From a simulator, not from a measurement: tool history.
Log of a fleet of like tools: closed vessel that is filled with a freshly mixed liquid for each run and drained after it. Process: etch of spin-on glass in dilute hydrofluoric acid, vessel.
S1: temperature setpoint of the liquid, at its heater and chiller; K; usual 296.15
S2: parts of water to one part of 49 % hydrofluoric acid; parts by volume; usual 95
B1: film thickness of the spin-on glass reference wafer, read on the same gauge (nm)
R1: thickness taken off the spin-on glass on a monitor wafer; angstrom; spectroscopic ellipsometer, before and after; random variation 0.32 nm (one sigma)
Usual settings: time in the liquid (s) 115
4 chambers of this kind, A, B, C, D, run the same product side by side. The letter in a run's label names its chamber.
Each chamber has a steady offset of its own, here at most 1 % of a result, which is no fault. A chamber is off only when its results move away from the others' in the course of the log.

run 1C hour=3.5 | S1=296.15 S2=95 time_in_the_liquid_(s)=115 | B1=70.001 | R1=365.25
run 2B hour=9.8 | S1=296.15 S2=95 time_in_the_liquid_(s)=115 | B1=70.022 | R1=360.14
run 3A hour=16.4 | S1=296.15 S2=95 time_in_the_liquid_(s)=115 | B1=70.017 | R1=359.11
run 4D hour=19.9 | S1=296.15 S2=95 time_in_the_liquid_(s)=115 | B1=70.023 | R1=355.08
run 5D hour=26.7 | S1=296.15 S2=95 time_in_the_liquid_(s)=115 | B1=69.986 | R1=357.95
run 6A hour=33.9 | S1=296.15 S2=95 time_in_the_liquid_(s)=115 | B1=69.984 | R1=358.54
run 7B hour=41.3 | S1=296.15 S2=95 time_in_the_liquid_(s)=115 | B1=70.000 | R1=357.37
run 8C hour=46.3 | S1=296.15 S2=95 time_in_the_liquid_(s)=115 | B1=70.015 | R1=365.11
run 9D hour=52.3 | S1=296.15 S2=95 time_in_the_liquid_(s)=95 | B1=70.018 | R1=290.41
run 10A hour=58.4 | S1=296.15 S2=95 time_in_the_liquid_(s)=95 | B1=70.044 | R1=297.90
run 11B hour=62.5 | S1=296.15 S2=95 time_in_the_liquid_(s)=95 | B1=69.994 | R1=293.96
run 12C hour=67.9 | S1=296.15 S2=95 time_in_the_liquid_(s)=95 | B1=70.023 | R1=304.38
-- hour=72.5 chamber C: hydrofluoric acid flow meter replaced
run 13B hour=74.7 | S1=296.15 S2=95 time_in_the_liquid_(s)=115 | B1=69.982 | R1=357.61
run 14A hour=79.7 | S1=296.15 S2=95 time_in_the_liquid_(s)=115 | B1=70.017 | R1=362.22
run 15D hour=87.0 | S1=296.15 S2=95 time_in_the_liquid_(s)=115 | B1=70.035 | R1=359.06
run 16C hour=92.0 | S1=296.15 S2=95 time_in_the_liquid_(s)=115 | B1=69.976 | R1=361.81
run 17B hour=98.4 | S1=296.15 S2=95 time_in_the_liquid_(s)=115 | B1=69.987 | R1=358.26
run 18A hour=105.5 | S1=298.65 S2=75 time_in_the_liquid_(s)=115 | B1=69.970 | R1=509.51
run 19D hour=109.4 | S1=298.65 S2=75 time_in_the_liquid_(s)=115 | B1=69.990 | R1=511.50
run 20C hour=114.1 | S1=298.65 S2=75 time_in_the_liquid_(s)=115 | B1=69.981 | R1=524.88
run 21D hour=119.8 | S1=298.65 S2=75 time_in_the_liquid_(s)=115 | B1=70.014 | R1=515.56
run 22B hour=126.7 | S1=296.15 S2=95 time_in_the_liquid_(s)=115 | B1=70.008 | R1=357.73
run 23A hour=132.3 | S1=296.15 S2=95 time_in_the_liquid_(s)=115 | B1=70.001 | R1=352.42
run 24C hour=139.6 | S1=296.15 S2=95 time_in_the_liquid_(s)=115 | B1=70.001 | R1=359.66
run 25A hour=146.6 | S1=296.15 S2=95 time_in_the_liquid_(s)=115 | B1=70.033 | R1=344.80
run 26B hour=152.1 | S1=296.15 S2=95 time_in_the_liquid_(s)=115 | B1=70.023 | R1=362.37
run 27D hour=156.5 | S1=296.15 S2=95 time_in_the_liquid_(s)=115 | B1=69.998 | R1=356.70
run 28C hour=162.3 | S1=296.15 S2=95 time_in_the_liquid_(s)=115 | B1=69.991 | R1=364.39
run 29A hour=167.1 | S1=296.15 S2=95 time_in_the_liquid_(s)=115 | B1=70.010 | R1=342.83
run 30C hour=173.5 | S1=296.15 S2=95 time_in_the_liquid_(s)=115 | B1=69.979 | R1=356.46
run 31B hour=178.8 | S1=296.15 S2=95 time_in_the_liquid_(s)=115 | B1=69.986 | R1=359.83
run 32D hour=184.0 | S1=296.15 S2=125 time_in_the_liquid_(s)=155 | B1=70.033 | R1=347.73
run 33D hour=190.5 | S1=296.15 S2=125 time_in_the_liquid_(s)=155 | B1=69.989 | R1=351.43
run 34C hour=196.4 | S1=296.15 S2=125 time_in_the_liquid_(s)=155 | B1=69.990 | R1=362.48
run 35A hour=203.6 | S1=296.15 S2=125 time_in_the_liquid_(s)=155 | B1=70.011 | R1=330.47
run 36B hour=209.1 | S1=296.15 S2=95 time_in_the_liquid_(s)=170 | B1=69.956 | R1=524.86
run 37C hour=213.0 | S1=296.15 S2=95 time_in_the_liquid_(s)=170 | B1=70.041 | R1=537.68

Is one chamber off against the others, does the gauge drift, or is nothing wrong? If a chamber is off, say which, and what the likeliest cause is.

Chamber A drifts away from the others.
Cause: hydrofluoric acid flow below the setpoint (%) = 5.81.
The log may not tell that from: liquid colder than its thermometer reads (K).

Here are 4 candidates for chamber A's next run, each the usual settings with a change, their results left as question marks. Which one brings its results back in line with what the others give on the usual settings?
In line means no further than this from the other chambers' mean on the usual settings: R1 11.00 angstrom
run 38A-1 hour=218.5 | S1=293.15 S2=95 time_in_the_liquid_(s)=115 | R1=?
run 38A-2 hour=218.5 | S1=296.15 S2=90 time_in_the_liquid_(s)=115 | R1=?
run 38A-3 hour=218.5 | S1=296.15 S2=85 time_in_the_liquid_(s)=115 | R1=?
run 38A-4 hour=218.5 | S1=296.15 S2=100 time_in_the_liquid_(s)=115 | R1=?

The other chambers' mean on the usual settings: R1 359.92 angstrom
run=38A-1 R1=299.39
run=38A-2 R1=360.14
run=38A-3 R1=384.09
run=38A-4 R1=319.56
38A-2 brings the chamber back in line.
